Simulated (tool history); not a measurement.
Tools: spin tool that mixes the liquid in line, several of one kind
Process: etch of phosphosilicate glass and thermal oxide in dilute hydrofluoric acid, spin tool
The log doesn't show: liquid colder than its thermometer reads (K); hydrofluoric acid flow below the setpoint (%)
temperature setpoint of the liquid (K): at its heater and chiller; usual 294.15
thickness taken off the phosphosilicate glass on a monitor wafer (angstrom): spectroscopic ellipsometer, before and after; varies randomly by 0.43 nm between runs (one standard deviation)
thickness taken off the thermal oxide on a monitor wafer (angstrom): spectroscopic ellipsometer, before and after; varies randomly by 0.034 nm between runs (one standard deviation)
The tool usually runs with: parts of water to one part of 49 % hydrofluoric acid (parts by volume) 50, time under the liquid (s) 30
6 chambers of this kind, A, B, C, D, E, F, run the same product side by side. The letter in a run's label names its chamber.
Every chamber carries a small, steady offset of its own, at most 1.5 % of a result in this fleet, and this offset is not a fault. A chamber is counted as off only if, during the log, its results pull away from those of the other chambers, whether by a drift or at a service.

run	hour	temperature setpoint of the liquid (K)	parts of water to one part of 49 % hydrofluoric acid (parts by volume)	time under the liquid (s)	hours since the thermometer was replaced	hours since the hydrofluoric acid flow meter was replaced	read-back film thickness of the phosphosilicate glass reference wafer, read on the same gauge (nm)	read-back film thickness of the thermal oxide reference wafer, read on the same gauge (nm)	thickness taken off the phosphosilicate glass on a monitor wafer (angstrom)	thickness taken off the thermal oxide on a monitor wafer (angstrom)
1D	5.4	294.15	50	30	441.7	1395.9	130.01	99.975	442.17	27.383
2B	9.8	294.15	50	30	634.6	275.7	129.98	100.010	440.74	27.084
3F	14.9	294.15	50	30	112.2	66.8	130.02	99.998	445.56	26.443
4C	19.7	294.15	50	30	2460.5	1179.5	130.00	100.000	426.66	26.720
5A	22.7	294.15	50	30	213.5	900.9	130.02	100.010	441.69	27.347
6E	26.8	294.15	50	30	562.9	1280.3	130.01	100.010	439.85	27.212
7E	31.0	294.15	50	30	567.1	1284.5	129.99	99.975	439.24	26.656
8A	35.7	294.15	50	30	226.5	913.9	129.98	100.000	437.55	27.177
9C	39.3	294.15	50	30	2480.1	1199.1	130.00	100.010	434.43	27.077
10B	44.6	294.15	50	30	669.4	310.5	130.02	100.020	439.55	26.853
11D	49.6	294.15	50	30	485.9	1440.1	130.01	99.996	449.04	26.701
12F	52.4	294.15	50	30	149.7	104.3	129.99	100.000	437.72	27.299
13B	55.2	294.15	50	30	680.0	321.1	130.02	99.992	450.54	27.336
14D	58.0	294.15	50	20	494.3	1448.5	130.00	100.010	293.13	17.964
15E	62.6	294.15	50	20	598.7	1316.1	130.02	100.010	290.88	17.973
16A	68.1	294.15	50	20	258.9	946.3	130.01	100.000	286.72	17.973
17C	71.1	294.15	50	20	2511.9	1230.9	130.00	100.010	290.32	18.089
18F	76.7	294.15	50	20	174.0	128.6	129.97	99.982	291.39	17.405
19F	82.2	294.15	50	20	179.5	134.1	130.00	99.992	296.24	17.619
20C	85.2	294.15	50	30	2526.0	1245.0	129.99	99.998	434.00	26.771
21E	91.2	294.15	50	30	627.3	1344.7	130.01	100.030	440.71	27.567
22B	97.0	294.15	50	30	721.8	362.9	130.00	99.993	445.74	26.929
23D	101.8	294.15	50	30	538.1	1492.3	130.03	99.966	432.44	27.559
24A	106.1	294.15	50	30	296.9	984.3	129.99	99.996	442.17	27.377
25F	110.0	294.15	50	30	207.3	161.9	130.01	100.010	439.16	26.445
26A	114.8	294.15	50	30	305.6	993.0	130.02	99.999	436.89	27.034
27E	120.6	294.15	50	30	656.7	1374.1	129.99	99.989	434.86	26.816
28D	125.9	294.15	50	30	562.2	1516.4	129.98	99.991	437.82	26.466
29C	129.3	294.15	50	15	2570.1	1289.1	129.99	100.010	215.70	13.488
30B	133.1	294.15	50	15	757.9	399.0	130.02	100.000	227.20	13.514
31F	135.8	294.15	50	15	233.1	187.7	130.01	100.020	218.14	13.200
32B	140.1	294.15	50	15	764.9	406.0	129.99	100.000	226.02	13.724
33A	144.5	294.15	50	15	335.3	1022.7	130.00	100.010	219.39	13.882
34E	149.6	294.15	50	15	685.7	1403.1	129.97	100.010	220.75	13.319
35C	153.4	294.15	50	30	2594.2	1313.2	129.99	100.010	438.46	27.007
36D	156.9	294.15	50	30	593.2	1547.4	130.02	100.030	435.95	26.612
37C	160.4	294.15	50	30	2601.2	1320.2	129.99	100.000	440.94	27.480
38D	163.2	294.15	50	30	599.5	1553.7	129.99	100.010	437.27	27.565
39F	168.3	294.15	50	30	265.6	220.2	130.00	99.991	434.17	26.579
40B	172.4	294.15	50	30	797.2	438.3	129.99	100.020	441.94	26.909
41A	177.9	294.15	50	30	368.7	1056.1	130.01	99.998	433.23	27.311
42E	181.9	294.15	50	30	718.0	1435.4	129.98	100.000	438.66	26.711
43C	185.9	294.15	50	30	2626.7	1345.7	129.99	99.994	436.80	26.711

Read the log: is a single chamber off, either drifting away or since a service, is the gauge that measures every chamber drifting, or is nothing wrong beyond small per-chamber offsets? Name any odd chamber and what most likely caused it.

The fleet is healthy, with each chamber sitting at its usual small offset and no drift in the gauge.
